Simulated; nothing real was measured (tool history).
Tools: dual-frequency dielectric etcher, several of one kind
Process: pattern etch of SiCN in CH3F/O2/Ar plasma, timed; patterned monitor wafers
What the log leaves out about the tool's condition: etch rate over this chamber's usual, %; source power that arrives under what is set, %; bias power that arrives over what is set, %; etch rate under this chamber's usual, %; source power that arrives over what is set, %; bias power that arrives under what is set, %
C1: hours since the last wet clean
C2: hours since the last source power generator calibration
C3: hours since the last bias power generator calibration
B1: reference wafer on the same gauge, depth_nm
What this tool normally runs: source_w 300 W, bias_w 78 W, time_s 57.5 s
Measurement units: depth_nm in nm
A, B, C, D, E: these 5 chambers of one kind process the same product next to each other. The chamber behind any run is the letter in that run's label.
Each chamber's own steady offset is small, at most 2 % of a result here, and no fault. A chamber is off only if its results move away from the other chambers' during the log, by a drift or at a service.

run 1D hour=11.8 | source_w=300 bias_w=78 time_s=57.5 | C1=23.5 C2=1833.3 C3=2160.4 | B1=23.098 | depth_nm=19.937
run 2B hour=22.3 | source_w=300 bias_w=78 time_s=57.5 | C1=211.1 C2=321.2 C3=1618.1 | B1=23.099 | depth_nm=20.266
run 3C hour=34.3 | source_w=300 bias_w=78 time_s=57.5 | C1=319.3 C2=1684.7 C3=50.9 | B1=23.117 | depth_nm=19.908
run 4E hour=44.4 | source_w=300 bias_w=78 time_s=57.5 | C1=245.1 C2=1665.2 C3=1197.1 | B1=23.093 | depth_nm=19.88
run 5A hour=53.5 | source_w=300 bias_w=78 time_s=57.5 | C1=510 C2=3186.3 C3=1990.7 | B1=23.098 | depth_nm=19.919
run 6A hour=60.2 | source_w=300 bias_w=78 time_s=57.5 | C1=516.7 C2=3193 C3=1997.4 | B1=23.097 | depth_nm=19.854
run 7E hour=71.3 | source_w=300 bias_w=78 time_s=57.5 | C1=272 C2=1692.1 C3=1224 | B1=23.103 | depth_nm=19.992
run 8C hour=80.4 | source_w=300 bias_w=78 time_s=57.5 | C1=365.4 C2=1730.8 C3=97 | B1=23.11 | depth_nm=19.935
run 9B hour=87.6 | source_w=300 bias_w=78 time_s=57.5 | C1=276.4 C2=386.5 C3=1683.4 | B1=23.117 | depth_nm=20.249
run 10D hour=97.9 | source_w=350 bias_w=78 time_s=57.5 | C1=109.6 C2=1919.4 C3=2246.5 | B1=23.108 | depth_nm=21.132
run 11E hour=104.3 | source_w=350 bias_w=78 time_s=57.5 | C1=305 C2=1725.1 C3=1257 | B1=23.102 | depth_nm=21.06
run 12D hour=116.9 | source_w=350 bias_w=78 time_s=57.5 | C1=128.6 C2=1938.4 C3=2265.5 | B1=23.11 | depth_nm=21.086
run 13A hour=126.3 | source_w=350 bias_w=78 time_s=57.5 | C1=582.8 C2=3259.1 C3=2063.5 | B1=23.108 | depth_nm=20.971
run 14B hour=134.1 | source_w=350 bias_w=78 time_s=57.5 | C1=322.9 C2=433 C3=1729.9 | B1=23.099 | depth_nm=21.495
run 15C hour=142.1 | source_w=300 bias_w=78 time_s=57.5 | C1=427.1 C2=1792.5 C3=158.7 | B1=23.109 | depth_nm=20.01
run 16A hour=149.3 | source_w=300 bias_w=78 time_s=57.5 | C1=605.8 C2=3282.1 C3=2086.5 | B1=23.086 | depth_nm=19.887
-- hour=155.4 chamber A: wet clean of the chamber
run 17B hour=159 | source_w=300 bias_w=78 time_s=57.5 | C1=347.8 C2=457.9 C3=1754.8 | B1=23.114 | depth_nm=20.241
run 18D hour=170.2 | source_w=300 bias_w=78 time_s=57.5 | C1=181.9 C2=1991.7 C3=2318.8 | B1=23.093 | depth_nm=19.853
run 19C hour=181.2 | source_w=300 bias_w=78 time_s=57.5 | C1=466.2 C2=1831.6 C3=197.8 | B1=23.1 | depth_nm=19.835
run 20E hour=190.1 | source_w=300 bias_w=78 time_s=57.5 | C1=390.8 C2=1810.9 C3=1342.8 | B1=23.093 | depth_nm=19.954
run 21D hour=196.7 | source_w=300 bias_w=78 time_s=57.5 | C1=208.4 C2=2018.2 C3=2345.3 | B1=23.106 | depth_nm=20
run 22B hour=206.1 | source_w=300 bias_w=78 time_s=57.5 | C1=394.9 C2=505 C3=1801.9 | B1=23.093 | depth_nm=20.316
run 23C hour=218.7 | source_w=300 bias_w=78 time_s=57.5 | C1=503.7 C2=1869.1 C3=235.3 | B1=23.095 | depth_nm=19.771
-- hour=224.9 chamber B: wet clean of the chamber
run 24E hour=225.4 | source_w=300 bias_w=78 time_s=57.5 | C1=426.1 C2=1846.2 C3=1378.1 | B1=23.092 | depth_nm=19.939
-- hour=231.2 chamber B: bias power generator calibrated
run 25A hour=231.6 | source_w=300 bias_w=78 time_s=57.5 | C1=76.2 C2=3364.4 C3=2168.8 | B1=23.088 | depth_nm=19.857
run 26C hour=239.7 | source_w=260 bias_w=78 time_s=57.5 | C1=524.7 C2=1890.1 C3=256.3 | B1=23.095 | depth_nm=18.753
run 27D hour=247.2 | source_w=260 bias_w=78 time_s=57.5 | C1=258.9 C2=2068.7 C3=2395.8 | B1=23.097 | depth_nm=18.914
run 28B hour=253.4 | source_w=260 bias_w=78 time_s=57.5 | C1=28.5 C2=552.3 C3=22.3 | B1=23.095 | depth_nm=19.218
run 29A hour=266.2 | source_w=260 bias_w=78 time_s=57.5 | C1=110.8 C2=3399 C3=2203.4 | B1=23.096 | depth_nm=18.856
run 30E hour=276.2 | source_w=260 bias_w=78 time_s=57.5 | C1=476.9 C2=1897 C3=1428.9 | B1=23.105 | depth_nm=18.904
run 31C hour=287 | source_w=300 bias_w=78 time_s=57.5 | C1=572 C2=1937.4 C3=303.6 | B1=23.104 | depth_nm=19.734
run 32D hour=298.3 | source_w=300 bias_w=78 time_s=57.5 | C1=310 C2=2119.8 C3=2446.9 | B1=23.1 | depth_nm=19.96
run 33E hour=304.9 | source_w=300 bias_w=78 time_s=57.5 | C1=505.6 C2=1925.7 C3=1457.6 | B1=23.113 | depth_nm=19.883
run 34A hour=311 | source_w=230 bias_w=78 time_s=68.5 | C1=155.6 C2=3443.8 C3=2248.2 | B1=23.096 | depth_nm=21.47
run 35B hour=318 | source_w=230 bias_w=78 time_s=68.5 | C1=93.1 C2=616.9 C3=86.9 | B1=23.1 | depth_nm=21.876
run 36E hour=323.8 | source_w=230 bias_w=78 time_s=68.5 | C1=524.5 C2=1944.6 C3=1476.5 | B1=23.105 | depth_nm=21.491
-- hour=333.1 chamber D: bias power generator calibrated
run 37C hour=334.2 | source_w=230 bias_w=78 time_s=68.5 | C1=619.2 C2=1984.6 C3=350.8 | B1=23.103 | depth_nm=21.165
run 38D hour=346.3 | source_w=230 bias_w=78 time_s=68.5 | C1=358 C2=2167.8 C3=13.3 | B1=23.086 | depth_nm=21.57
run 39B hour=356.4 | source_w=300 bias_w=78 time_s=57.5 | C1=131.5 C2=655.3 C3=125.3 | B1=23.101 | depth_nm=20.277
run 40A hour=363.4 | source_w=300 bias_w=78 time_s=57.5 | C1=208 C2=3496.2 C3=2300.6 | B1=23.089 | depth_nm=19.817
run 41B hour=373.5 | source_w=300 bias_w=78 time_s=57.5 | C1=148.6 C2=672.4 C3=142.4 | B1=23.108 | depth_nm=20.256
run 42A hour=379.3 | source_w=300 bias_w=78 time_s=57.5 | C1=223.9 C2=3512.1 C3=2316.5 | B1=23.107 | depth_nm=19.878

Predict what each chamber gives when all 5 of them run the settings below next.
run 43A hour=388.5 | source_w=300 bias_w=85 time_s=57.5 | depth_nm=?
run 43B hour=388.5 | source_w=300 bias_w=85 time_s=57.5 | depth_nm=?
run 43C hour=388.5 | source_w=300 bias_w=85 time_s=57.5 | depth_nm=?
run 43D hour=388.5 | source_w=300 bias_w=85 time_s=57.5 | depth_nm=?
run 43E hour=388.5 | source_w=300 bias_w=85 time_s=57.5 | depth_nm=?

run=43A depth_nm=20.534
run=43B depth_nm=20.963
run=43C depth_nm=20.169
run=43D depth_nm=20.589
run=43E depth_nm=20.621
